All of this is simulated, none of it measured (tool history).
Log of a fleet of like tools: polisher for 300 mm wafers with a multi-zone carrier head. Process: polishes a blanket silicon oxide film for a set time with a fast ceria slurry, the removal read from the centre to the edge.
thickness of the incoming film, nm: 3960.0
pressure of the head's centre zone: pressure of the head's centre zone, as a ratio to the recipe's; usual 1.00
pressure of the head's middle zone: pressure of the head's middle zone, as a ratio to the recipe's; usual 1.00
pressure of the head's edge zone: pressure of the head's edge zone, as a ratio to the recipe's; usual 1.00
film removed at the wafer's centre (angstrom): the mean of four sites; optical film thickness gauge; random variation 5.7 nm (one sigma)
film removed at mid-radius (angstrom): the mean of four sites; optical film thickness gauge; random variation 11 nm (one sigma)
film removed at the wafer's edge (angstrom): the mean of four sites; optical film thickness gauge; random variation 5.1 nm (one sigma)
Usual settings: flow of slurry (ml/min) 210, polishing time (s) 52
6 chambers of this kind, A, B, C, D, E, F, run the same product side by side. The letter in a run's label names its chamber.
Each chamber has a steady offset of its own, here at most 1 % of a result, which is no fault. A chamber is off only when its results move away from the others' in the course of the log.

run	hour	flow of slurry (ml/min)	pressure of the head's centre zone	pressure of the head's middle zone	pressure of the head's edge zone	polishing time (s)	film removed at the wafer's centre (angstrom)	film removed at mid-radius (angstrom)	film removed at the wafer's edge (angstrom)
1A	8.2	210	1.00	1.00	1.00	52	7875.0	7768.9	7922.5
# hour 16.0: chamber D: edge zone pressure recalibrated
2C	17.9	210	1.00	1.00	1.00	52	8010.6	7981.5	7973.7
3D	26.2	210	1.00	1.00	1.00	52	7895.4	7997.1	7886.9
# hour 31.5: chamber C: edge zone pressure recalibrated
4E	33.5	210	1.00	1.00	1.00	52	7793.7	7934.6	7818.3
# hour 35.7: chamber E: worn pad replaced by a new one
# hour 36.7: chamber C: worn pad replaced by a new one
5B	44.1	210	1.00	1.00	1.00	52	7849.5	8055.1	7971.0
# hour 44.9: chamber D: worn pad replaced by a new one
6F	49.3	210	1.00	1.00	1.00	52	7983.5	7989.5	7911.7
7A	54.5	210	1.00	1.00	1.00	52	7948.8	7809.0	7930.3
# hour 63.0: chamber B: slurry nozzle cleaned
8D	65.2	210	1.00	1.00	1.00	52	7929.6	7781.9	7823.8
# hour 73.2: chamber B: worn pad replaced by a new one
9F	73.9	210	1.00	1.00	1.00	52	7941.6	7895.2	7836.2
10C	79.0	210	1.00	1.00	1.00	52	7834.5	7961.5	7863.9
# hour 79.8: chamber A: worn pad replaced by a new one
# hour 82.4: chamber D: centre zone pressure recalibrated
11E	84.8	210	1.00	1.00	1.00	52	7815.6	8026.4	7712.4
# hour 85.8: chamber F: worn pad replaced by a new one
12B	93.5	210	1.00	1.00	1.00	52	7953.0	7865.8	7937.4
13D	104.5	210	1.00	1.00	1.00	52	8003.0	7915.3	7992.6
14E	113.6	210	0.89	1.00	1.00	52	6861.8	7823.4	7802.6
15B	120.2	210	0.89	1.00	1.00	52	6927.2	8005.4	7882.1
# hour 121.2: chamber F: slurry nozzle cleaned
# hour 126.4: chamber E: slurry nozzle cleaned
16A	127.3	210	0.89	1.00	1.00	52	6894.7	7734.5	7897.0
17C	137.3	210	0.89	1.00	1.00	52	6969.8	7901.6	7895.7
18F	148.2	210	0.89	1.00	1.00	52	6893.6	7984.6	7835.0
# hour 150.1: chamber E: worn pad replaced by a new one
# hour 155.6: chamber C: worn pad replaced by a new one
# hour 157.0: chamber B: worn pad replaced by a new one
19E	159.6	210	0.89	1.00	1.00	52	6879.9	8058.1	7816.9
20D	167.3	210	1.00	0.91	1.00	52	7928.0	7387.5	7903.9
# hour 169.0: chamber A: worn pad replaced by a new one
# hour 176.8: chamber F: edge zone pressure recalibrated
# hour 177.5: chamber D: worn pad replaced by a new one
21B	178.1	210	1.00	0.91	1.00	52	7939.5	7180.4	7816.4
# hour 186.2: chamber F: worn pad replaced by a new one
22C	189.4	210	1.00	0.91	1.00	52	7955.5	7240.7	7891.8
# hour 196.7: chamber F: centre zone pressure recalibrated
23A	196.7	210	1.00	0.91	1.00	52	7589.6	7158.9	7829.5
24F	203.7	210	1.00	0.91	1.00	52	8038.7	7416.4	7854.9
25D	214.7	210	1.00	0.91	1.00	52	7927.6	7346.3	7942.3
26E	221.4	210	1.00	1.00	1.00	52	7793.1	7948.8	7888.0
27A	230.3	210	1.00	1.00	1.00	52	7608.7	7998.5	7884.0
# hour 240.5: chamber B: worn pad replaced by a new one
# hour 240.8: chamber E: worn pad replaced by a new one
28B	241.1	210	1.00	1.00	1.00	52	7811.2	7646.2	7819.6
# hour 243.3: chamber A: edge zone pressure recalibrated
29C	249.3	210	1.06	1.00	1.00	40	6481.8	6059.9	6054.1
30F	257.4	210	1.06	1.00	1.00	40	6469.2	6086.6	5999.3
# hour 263.5: chamber C: worn pad replaced by a new one
# hour 264.5: chamber A: worn pad replaced by a new one
31F	265.0	210	1.06	1.00	1.00	40	6471.8	6059.3	6003.3
32A	273.2	210	1.06	1.00	1.00	40	6122.5	6197.3	6149.9
33D	284.4	210	1.06	1.00	1.00	40	6407.8	6131.8	6097.5
# hour 289.9: chamber F: worn pad replaced by a new one
34B	295.3	210	1.06	1.00	1.00	40	6461.3	6061.5	6046.9
35E	304.8	210	1.00	1.00	1.06	52	7849.9	7919.5	8060.9
# hour 307.4: chamber D: worn pad replaced by a new one
36C	314.7	210	1.00	1.00	1.06	52	7947.6	7874.0	8138.2
37A	321.2	210	1.00	1.00	1.06	52	7341.9	8027.0	8100.1
# hour 324.0: chamber B: worn pad replaced by a new one
38E	332.1	210	1.00	1.00	1.06	52	7785.7	7607.9	8123.7
39B	343.6	210	1.00	1.00	1.06	52	7840.9	7948.3	8097.0
40F	352.4	210	1.00	1.00	1.06	52	8005.0	7872.8	8069.5
41D	358.1	210	1.00	1.00	1.00	52	7937.7	7805.4	7928.3
42C	364.8	210	1.00	1.00	1.00	52	7905.4	7886.4	7906.9

What goes on in this fleet: one chamber off, a drifting gauge, or nothing beyond the chambers' own small offsets? Name the chamber and the cause, if any.

Chamber A drifts away from the others.
Cause: centre zone's pressure below its setpoint, % = 7.71.

Here are 4 candidates for chamber A's next run, each the usual settings with a change, their results left as question marks. Which one brings its results back in line with what the others give on the usual settings?
In line means no further than this from the other chambers' mean on the usual settings: film removed at the wafer's centre (angstrom) 200.0; film removed at mid-radius (angstrom) 390.0; film removed at the wafer's edge (angstrom) 180.0
43A-1	373.1	215	1.07	0.98	0.98	52	?	?	?
43A-2	373.1	210	0.98	1.01	1.01	52	?	?	?
43A-3	373.1	210	1.02	0.99	0.99	52	?	?	?
43A-4	373.1	205	0.93	1.02	1.02	52	?	?	?

The other chambers' mean on the usual settings: film removed at the wafer's centre (angstrom) 7889.8; film removed at mid-radius (angstrom) 7895.3; film removed at the wafer's edge (angstrom) 7867.6
run	film removed at the wafer's centre (angstrom)	film removed at mid-radius (angstrom)	film removed at the wafer's edge (angstrom)
43A-1	7801.9	7759.2	7785.4
43A-2	7065.9	7957.9	7885.4
43A-3	7380.3	7809.6	7806.4
43A-4	6647.0	8006.3	7905.0
43A-1 brings the chamber back in line.
